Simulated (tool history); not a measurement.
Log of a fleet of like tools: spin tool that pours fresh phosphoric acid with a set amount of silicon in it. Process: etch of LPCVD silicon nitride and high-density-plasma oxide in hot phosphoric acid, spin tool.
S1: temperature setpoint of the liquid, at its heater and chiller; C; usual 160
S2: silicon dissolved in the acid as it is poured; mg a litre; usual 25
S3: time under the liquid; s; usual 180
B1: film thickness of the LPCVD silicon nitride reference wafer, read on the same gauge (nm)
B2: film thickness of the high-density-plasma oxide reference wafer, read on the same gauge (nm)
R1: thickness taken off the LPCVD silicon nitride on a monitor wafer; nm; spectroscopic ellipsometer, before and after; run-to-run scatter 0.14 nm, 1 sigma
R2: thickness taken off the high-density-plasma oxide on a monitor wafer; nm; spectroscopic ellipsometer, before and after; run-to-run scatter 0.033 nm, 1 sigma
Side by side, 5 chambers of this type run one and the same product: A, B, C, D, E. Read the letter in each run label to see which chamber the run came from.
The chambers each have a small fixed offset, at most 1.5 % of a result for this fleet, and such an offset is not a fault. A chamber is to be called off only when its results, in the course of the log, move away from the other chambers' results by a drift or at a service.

| run | hour | S1 | S2 | S3 | B1 | B2 | R1 | R2 |
|---|---|---|---|---|---|---|---|---|
| 1D | 9.9 | 160 | 25 | 180 | 50.028 | 79.983 | 15.115 | 0.49181 |
| 2A | 20.0 | 160 | 25 | 180 | 49.983 | 79.967 | 15.514 | 0.47849 |
| 3B | 28.6 | 160 | 25 | 180 | 50.017 | 80.013 | 15.544 | 0.45983 |
| 4E | 42.3 | 160 | 25 | 180 | 49.994 | 79.979 | 15.221 | 0.49109 |
|  | 42.4 | chamber A: thermometer replaced |
| 5C | 51.3 | 160 | 25 | 180 | 50.014 | 79.963 | 15.396 | 0.45718 |
| 6C | 62.0 | 160 | 25 | 180 | 50.005 | 79.971 | 15.140 | 0.46944 |
| 7A | 74.9 | 160 | 25 | 180 | 50.008 | 80.030 | 15.305 | 0.45953 |
| 8B | 89.6 | 160 | 25 | 180 | 49.987 | 80.001 | 15.067 | 0.50914 |
| 9E | 101.0 | 160 | 25 | 180 | 49.992 | 79.947 | 15.163 | 0.48912 |
|  | 104.6 | chamber D: dissolved silicon flow meter replaced |
| 10D | 112.6 | 160 | 17 | 180 | 50.019 | 79.958 | 15.225 | 0.63384 |
| 11B | 121.4 | 160 | 17 | 180 | 49.998 | 80.020 | 15.147 | 0.57611 |
| 12E | 131.0 | 160 | 17 | 180 | 50.027 | 79.976 | 15.136 | 0.62402 |
| 13D | 142.3 | 160 | 17 | 180 | 49.995 | 80.039 | 15.296 | 0.63609 |
| 14A | 150.2 | 160 | 17 | 180 | 49.994 | 80.027 | 15.326 | 0.61390 |
| 15C | 160.2 | 160 | 25 | 180 | 49.959 | 80.019 | 15.757 | 0.49199 |
|  | 163.8 | chamber E: thermometer replaced |
| 16A | 173.0 | 160 | 25 | 180 | 50.022 | 79.959 | 15.409 | 0.42362 |
| 17D | 181.5 | 160 | 25 | 180 | 50.028 | 80.038 | 15.238 | 0.48446 |
| 18B | 193.6 | 160 | 25 | 180 | 50.035 | 80.028 | 14.746 | 0.43329 |
| 19E | 205.7 | 160 | 25 | 180 | 49.984 | 79.974 | 15.171 | 0.46024 |
| 20C | 212.2 | 160 | 25 | 180 | 49.993 | 80.045 | 15.400 | 0.47485 |
|  | 213.0 | chamber A: heated supply line repaired |
| 21E | 226.2 | 160 | 25 | 180 | 50.015 | 80.036 | 15.366 | 0.49725 |
| 22B | 237.2 | 160 | 25 | 180 | 49.954 | 79.985 | 14.771 | 0.40831 |
| 23A | 246.0 | 160 | 25 | 180 | 50.024 | 79.995 | 15.817 | 0.44352 |
| 24C | 256.1 | 160 | 25 | 180 | 49.990 | 79.949 | 15.527 | 0.49701 |
| 25D | 270.8 | 160 | 25 | 180 | 49.995 | 80.013 | 15.290 | 0.46750 |
| 26B | 281.8 | 160 | 25 | 180 | 49.954 | 79.968 | 14.326 | 0.42314 |
| 27C | 296.6 | 162 | 25 | 180 | 50.014 | 80.004 | 16.661 | 0.52469 |
| 28E | 307.9 | 162 | 25 | 180 | 49.968 | 80.023 | 16.172 | 0.52520 |
|  | 313.6 | chamber D: heated supply line repaired |
| 29D | 315.9 | 162 | 25 | 180 | 50.002 | 80.012 | 15.897 | 0.50634 |
| 30A | 328.2 | 162 | 25 | 180 | 49.990 | 80.044 | 16.484 | 0.56802 |

Predict what each chamber gives when all 5 of them run the settings below next.
| 31A | 338.9 | 160 | 25 | 180 |  |  | ? | ? |
| 31B | 338.9 | 160 | 25 | 180 |  |  | ? | ? |
| 31C | 338.9 | 160 | 25 | 180 |  |  | ? | ? |
| 31D | 338.9 | 160 | 25 | 180 |  |  | ? | ? |
| 31E | 338.9 | 160 | 25 | 180 |  |  | ? | ? |

| run | R1 | R2 |
|---|---|---|
| 31A | 15.215 | 0.46952 |
| 31B | 14.105 | 0.39073 |
| 31C | 15.207 | 0.50332 |
| 31D | 15.125 | 0.42433 |
| 31E | 15.383 | 0.48288 |

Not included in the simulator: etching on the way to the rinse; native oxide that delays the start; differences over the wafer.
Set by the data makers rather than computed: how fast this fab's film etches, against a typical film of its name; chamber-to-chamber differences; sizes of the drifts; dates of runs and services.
